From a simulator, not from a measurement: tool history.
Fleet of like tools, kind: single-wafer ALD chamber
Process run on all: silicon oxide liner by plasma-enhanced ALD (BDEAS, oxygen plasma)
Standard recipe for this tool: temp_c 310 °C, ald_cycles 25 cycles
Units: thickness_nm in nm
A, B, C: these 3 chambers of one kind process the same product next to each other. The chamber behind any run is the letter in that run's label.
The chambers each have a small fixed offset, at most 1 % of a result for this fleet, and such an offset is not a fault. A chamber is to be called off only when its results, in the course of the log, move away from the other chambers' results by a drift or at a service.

run    day  temp_c  ald_cycles  read-back reference wafer on the same gauge, thickness_nm  thickness_nm
 1C  0.296     310          25                                                     2.4274        2.3026
 2B  0.575     310          25                                                     2.4303        2.3203
 3A  0.838     310          25                                                     2.4261        2.2772
 4A  1.112     310          25                                                     2.4304         2.289
 5C  1.338     310          25                                                     2.4303         2.291
 6B  1.688     310          25                                                     2.4281        2.3311
 7C   2.05     310          25                                                     2.4304        2.2764
 8A   2.25     310          25                                                     2.4319        2.2932
 9B  2.621     310          23                                                     2.4277        2.1211
10C  2.833     310          23                                                     2.4293        2.1034
11B  3.017     310          23                                                       2.43        2.1204
12A  3.317     318          27                                                     2.4319        2.4811
13C  3.638     318          27                                                     2.4323        2.4466
14A  3.879     318          27                                                     2.4294        2.4371
15B  4.167     310          25                                                     2.4308        2.3069
16A   4.35     310          25                                                      2.432        2.2899
17C  4.667     310          25                                                     2.4305        2.2825
18B  5.025     310          25                                                     2.4298        2.3105
19B  5.321     310          25                                                     2.4289        2.3203
20C    5.5     310          25                                                     2.4302        2.2977
21A  5.738     306          25                                                     2.4296        2.3145
22C  6.062     306          25                                                       2.43        2.3058
23A  6.308     306          25                                                     2.4288        2.3033

For the next run the whole fleet of 3 chambers uses the same settings. Give each chamber's results:
24A  6.592     321          25                                                                        ?
24B  6.592     321          25                                                                        ?
24C  6.592     321          25                                                                        ?

run  thickness_nm
24A        2.2639
24B         2.287
24C         2.261
